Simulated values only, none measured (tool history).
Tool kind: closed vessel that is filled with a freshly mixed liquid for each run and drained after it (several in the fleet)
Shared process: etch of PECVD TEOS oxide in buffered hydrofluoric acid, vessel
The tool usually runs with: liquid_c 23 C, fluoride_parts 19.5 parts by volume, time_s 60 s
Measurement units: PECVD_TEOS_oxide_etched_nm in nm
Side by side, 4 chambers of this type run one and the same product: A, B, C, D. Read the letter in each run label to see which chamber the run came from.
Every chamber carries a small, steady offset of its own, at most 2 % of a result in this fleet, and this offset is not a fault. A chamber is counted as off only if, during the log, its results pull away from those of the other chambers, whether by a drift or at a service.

run     day  liquid_c  fluoride_parts  time_s  read-back film thickness of the PECVD TEOS oxide reference wafer, read on the same gauge (nm)  PECVD_TEOS_oxide_etched_nm
 1B   0.225        23            19.5      60                                                                                         80.044                       96.18
 2C   0.604        23            19.5      60                                                                                         79.994                      95.867
 3D   0.896        23            19.5      60                                                                                         80.031                      95.679
 4A   1.133        23            19.5      60                                                                                         80.014                      94.601
 5C   1.346        23            19.5      60                                                                                         80.018                      96.368
 6A   1.662        23            19.5      60                                                                                         80.022                      94.161
 7D   1.992        23            19.5      60                                                                                         80.045                      93.722
 8B   2.196        23            19.5      60                                                                                         80.008                      95.772
 9B   2.504        19            19.5      30                                                                                         80.002                      38.252
10C   2.804        19            19.5      30                                                                                         79.991                      38.411
11A   3.088        19            19.5      30                                                                                         80.002                      37.432
        3.1  -- chamber B: hydrofluoric acid flow meter replaced
12D   3.467        19            19.5      30                                                                                          79.99                      37.465
13A     3.8        23            19.5      60                                                                                         79.958                      91.989
14D   4.058        23            19.5      60                                                                                         79.985                      93.024
15B   4.321        23            19.5      60                                                                                         80.042                      94.718
16C   4.658        23            19.5      60                                                                                         80.042                      96.551
17B   4.875        23            19.5      60                                                                                         79.977                      98.137
18C   5.092        27            19.5      45                                                                                         80.011                      89.368
19A   5.442        27            19.5      45                                                                                         79.963                      89.395
20D   5.717        27            19.5      45                                                                                         80.034                      82.368
21C   5.992        27            19.5      45                                                                                         80.002                      88.856
22B   6.279        23            19.5      60                                                                                         79.979                      94.962
23A   6.588        23            19.5      60                                                                                         80.013                      94.675
      6.808  -- chamber A: thermometer replaced
24D   6.879        23            19.5      60                                                                                         79.966                      88.293
25A   7.171      19.5            19.5      50                                                                                         79.998                      64.821
26C   7.425      19.5            19.5      50                                                                                         80.038                      65.551
27B   7.783      19.5            19.5      50                                                                                         80.027                      65.266
28D   7.988      19.5            19.5      50                                                                                             80                      58.984
29A   8.246        23            19.5      60                                                                                         79.986                      94.914
30C   8.471        23            19.5      60                                                                                         79.959                       93.81
31D   8.717      26.5            23.5      60                                                                                         80.009                      88.768
32B   9.071      26.5            23.5      60                                                                                         79.976                      101.11
33D   9.238      26.5            23.5      60                                                                                         79.967                      90.628
34C   9.512      26.5            23.5      60                                                                                         79.989                      100.06
35A   9.888        23            19.5      60                                                                                         79.977                      94.972
36B  10.146        23            19.5      80                                                                                         79.957                      127.51
37B  10.338        23            19.5      80                                                                                         79.992                      127.43

Next, all 4 chambers run the settings below, one line each with question marks for the results. What does each chamber give?
38A  10.608        26            19.5      60                                                                                                                          ?
38B  10.608        26            19.5      60                                                                                                                          ?
38C  10.608        26            19.5      60                                                                                                                          ?
38D  10.608        26            19.5      60                                                                                                                          ?

run  PECVD_TEOS_oxide_etched_nm
38A                      112.35
38B                      111.42
38C                      110.26
38D                      99.386

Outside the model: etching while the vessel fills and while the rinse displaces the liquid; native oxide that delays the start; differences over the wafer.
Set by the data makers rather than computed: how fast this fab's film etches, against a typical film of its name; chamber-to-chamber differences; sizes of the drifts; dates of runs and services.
